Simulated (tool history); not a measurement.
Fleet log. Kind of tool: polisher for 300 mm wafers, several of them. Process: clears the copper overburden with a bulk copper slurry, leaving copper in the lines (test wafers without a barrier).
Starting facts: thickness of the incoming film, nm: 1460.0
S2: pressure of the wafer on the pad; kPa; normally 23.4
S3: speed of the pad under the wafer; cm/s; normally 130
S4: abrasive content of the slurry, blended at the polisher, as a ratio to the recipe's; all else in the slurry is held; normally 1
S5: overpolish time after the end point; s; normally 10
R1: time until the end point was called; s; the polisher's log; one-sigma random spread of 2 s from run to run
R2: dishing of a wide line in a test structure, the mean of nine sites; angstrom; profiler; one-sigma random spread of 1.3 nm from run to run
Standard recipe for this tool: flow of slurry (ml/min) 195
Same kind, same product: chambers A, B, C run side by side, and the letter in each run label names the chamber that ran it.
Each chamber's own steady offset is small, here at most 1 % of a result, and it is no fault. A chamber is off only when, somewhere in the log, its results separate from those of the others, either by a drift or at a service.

{"run": "1A", "hour": 7.3, "flow of slurry (ml/min)": 195, "S2": 23.4, "S3": 130, "S4": 1, "S5": 10, "R1": 109.78, "R2": 595.04}
{"hour": 12.5, "done": "chamber A: head pressure recalibrated"}
{"run": "2C", "hour": 14.0, "flow of slurry (ml/min)": 195, "S2": 23.4, "S3": 130, "S4": 1, "S5": 10, "R1": 107.95, "R2": 576.26}
{"run": "3B", "hour": 18.8, "flow of slurry (ml/min)": 195, "S2": 23.4, "S3": 130, "S4": 1, "S5": 10, "R1": 112.43, "R2": 588.85}
{"run": "4B", "hour": 26.5, "flow of slurry (ml/min)": 195, "S2": 23.4, "S3": 130, "S4": 1, "S5": 10, "R1": 109.88, "R2": 577.85}
{"run": "5A", "hour": 33.9, "flow of slurry (ml/min)": 195, "S2": 23.4, "S3": 130, "S4": 1, "S5": 10, "R1": 111.3, "R2": 589.43}
{"run": "6C", "hour": 40.2, "flow of slurry (ml/min)": 195, "S2": 17.2, "S3": 130, "S4": 1, "S5": 10, "R1": 152.58, "R2": 487.85}
{"hour": 43.8, "done": "chamber C: worn pad replaced by a new one"}
{"run": "7A", "hour": 48.3, "flow of slurry (ml/min)": 195, "S2": 17.2, "S3": 130, "S4": 1, "S5": 10, "R1": 151.13, "R2": 484.33}
{"run": "8B", "hour": 56.5, "flow of slurry (ml/min)": 195, "S2": 17.2, "S3": 130, "S4": 1, "S5": 10, "R1": 151.72, "R2": 471.17}
{"run": "9C", "hour": 64.6, "flow of slurry (ml/min)": 195, "S2": 23.4, "S3": 130, "S4": 1, "S5": 10, "R1": 112.93, "R2": 569.37}
{"hour": 65.3, "done": "chamber B: slurry nozzle cleaned"}
{"run": "10B", "hour": 70.3, "flow of slurry (ml/min)": 195, "S2": 23.4, "S3": 130, "S4": 1, "S5": 10, "R1": 107.77, "R2": 570.78}
{"run": "11A", "hour": 78.5, "flow of slurry (ml/min)": 195, "S2": 23.4, "S3": 130, "S4": 1, "S5": 10, "R1": 115.33, "R2": 594.52}
{"hour": 78.7, "done": "chamber B: slurry blender recalibrated"}
{"run": "12C", "hour": 87.4, "flow of slurry (ml/min)": 195, "S2": 23.4, "S3": 130, "S4": 1, "S5": 10, "R1": 111.45, "R2": 570.2}
{"run": "13A", "hour": 94.8, "flow of slurry (ml/min)": 195, "S2": 23.4, "S3": 130, "S4": 1, "S5": 7, "R1": 111.01, "R2": 505.78}
{"run": "14C", "hour": 102.1, "flow of slurry (ml/min)": 195, "S2": 23.4, "S3": 130, "S4": 1, "S5": 7, "R1": 110.84, "R2": 475.85}
{"run": "15B", "hour": 108.3, "flow of slurry (ml/min)": 195, "S2": 23.4, "S3": 130, "S4": 1, "S5": 7, "R1": 110.74, "R2": 472.48}
{"run": "16A", "hour": 113.2, "flow of slurry (ml/min)": 195, "S2": 26.9, "S3": 130, "S4": 0.75, "S5": 10, "R1": 104.55, "R2": 623.21}
{"run": "17B", "hour": 122.1, "flow of slurry (ml/min)": 195, "S2": 26.9, "S3": 130, "S4": 0.75, "S5": 10, "R1": 103.84, "R2": 622.19}
{"run": "18C", "hour": 128.1, "flow of slurry (ml/min)": 195, "S2": 26.9, "S3": 130, "S4": 0.75, "S5": 10, "R1": 105.1, "R2": 646.27}
{"run": "19A", "hour": 138.3, "flow of slurry (ml/min)": 195, "S2": 23.4, "S3": 130, "S4": 1, "S5": 10, "R1": 111.96, "R2": 605.77}
{"run": "20B", "hour": 144.9, "flow of slurry (ml/min)": 195, "S2": 23.4, "S3": 130, "S4": 1, "S5": 10, "R1": 113.66, "R2": 582.14}
{"run": "21C", "hour": 153.5, "flow of slurry (ml/min)": 195, "S2": 23.4, "S3": 130, "S4": 1, "S5": 10, "R1": 111.14, "R2": 599.04}
{"run": "22B", "hour": 158.4, "flow of slurry (ml/min)": 170, "S2": 23.4, "S3": 130, "S4": 1, "S5": 13, "R1": 113.09, "R2": 641.33}
{"run": "23A", "hour": 165.2, "flow of slurry (ml/min)": 170, "S2": 23.4, "S3": 130, "S4": 1, "S5": 13, "R1": 116.21, "R2": 657.4}
{"hour": 166.6, "done": "chamber B: worn pad replaced by a new one"}
{"run": "24C", "hour": 173.9, "flow of slurry (ml/min)": 170, "S2": 23.4, "S3": 130, "S4": 1, "S5": 13, "R1": 114.9, "R2": 645.23}
{"run": "25B", "hour": 180.2, "flow of slurry (ml/min)": 195, "S2": 23.4, "S3": 130, "S4": 1, "S5": 10, "R1": 112.12, "R2": 578.24}
{"run": "26C", "hour": 185.4, "flow of slurry (ml/min)": 195, "S2": 23.4, "S3": 130, "S4": 0.8, "S5": 10, "R1": 114.51, "R2": 587.79}
{"hour": 186.0, "done": "chamber A: slurry nozzle cleaned"}
{"run": "27A", "hour": 193.3, "flow of slurry (ml/min)": 195, "S2": 23.4, "S3": 130, "S4": 0.8, "S5": 10, "R1": 117.79, "R2": 549.38}
{"run": "28A", "hour": 202.1, "flow of slurry (ml/min)": 195, "S2": 23.4, "S3": 130, "S4": 0.8, "S5": 10, "R1": 118.65, "R2": 560.11}
{"run": "29C", "hour": 207.0, "flow of slurry (ml/min)": 195, "S2": 23.4, "S3": 130, "S4": 1, "S5": 10, "R1": 114.01, "R2": 582.35}
{"run": "30B", "hour": 211.9, "flow of slurry (ml/min)": 175, "S2": 23.4, "S3": 130, "S4": 1, "S5": 4, "R1": 110.66, "R2": 322.71}
{"run": "31B", "hour": 217.8, "flow of slurry (ml/min)": 175, "S2": 23.4, "S3": 130, "S4": 1, "S5": 4, "R1": 112.42, "R2": 312.82}
{"run": "32C", "hour": 227.9, "flow of slurry (ml/min)": 175, "S2": 23.4, "S3": 130, "S4": 1, "S5": 4, "R1": 110.03, "R2": 321}
{"hour": 229.3, "done": "chamber C: worn pad replaced by a new one"}
{"hour": 234.0, "done": "chamber A: worn pad replaced by a new one"}
{"run": "33A", "hour": 235.1, "flow of slurry (ml/min)": 195, "S2": 29, "S3": 130, "S4": 1.2, "S5": 10, "R1": 88.446, "R2": 665.19}
{"run": "34A", "hour": 241.6, "flow of slurry (ml/min)": 195, "S2": 29, "S3": 130, "S4": 1.2, "S5": 10, "R1": 88.858, "R2": 630.22}
{"hour": 248.7, "done": "chamber B: slurry blender recalibrated"}
{"run": "35B", "hour": 250.1, "flow of slurry (ml/min)": 195, "S2": 29, "S3": 130, "S4": 1.2, "S5": 10, "R1": 88.231, "R2": 650.47}
{"run": "36C", "hour": 258.1, "flow of slurry (ml/min)": 195, "S2": 23.4, "S3": 130, "S4": 1, "S5": 10, "R1": 112.44, "R2": 594.09}
{"run": "37C", "hour": 265.6, "flow of slurry (ml/min)": 195, "S2": 23.4, "S3": 130, "S4": 1, "S5": 10, "R1": 112.56, "R2": 598.96}
{"run": "38B", "hour": 270.1, "flow of slurry (ml/min)": 195, "S2": 23.4, "S3": 130, "S4": 1, "S5": 10, "R1": 110.96, "R2": 591.91}
{"run": "39A", "hour": 277.6, "flow of slurry (ml/min)": 195, "S2": 23.4, "S3": 130, "S4": 1, "S5": 10, "R1": 112.61, "R2": 568.72}

Next, every chamber runs the same settings. What will each give?
{"run": "40A", "hour": 285.0, "flow of slurry (ml/min)": 195, "S2": 23.4, "S3": 130, "S4": 1, "S5": 10, "R1": "?", "R2": "?"}
{"run": "40B", "hour": 285.0, "flow of slurry (ml/min)": 195, "S2": 23.4, "S3": 130, "S4": 1, "S5": 10, "R1": "?", "R2": "?"}
{"run": "40C", "hour": 285.0, "flow of slurry (ml/min)": 195, "S2": 23.4, "S3": 130, "S4": 1, "S5": 10, "R1": "?", "R2": "?"}

run=40A R1=107.16 R2=604.97
run=40B R1=113.52 R2=605.68
run=40C R1=113.61 R2=574.01
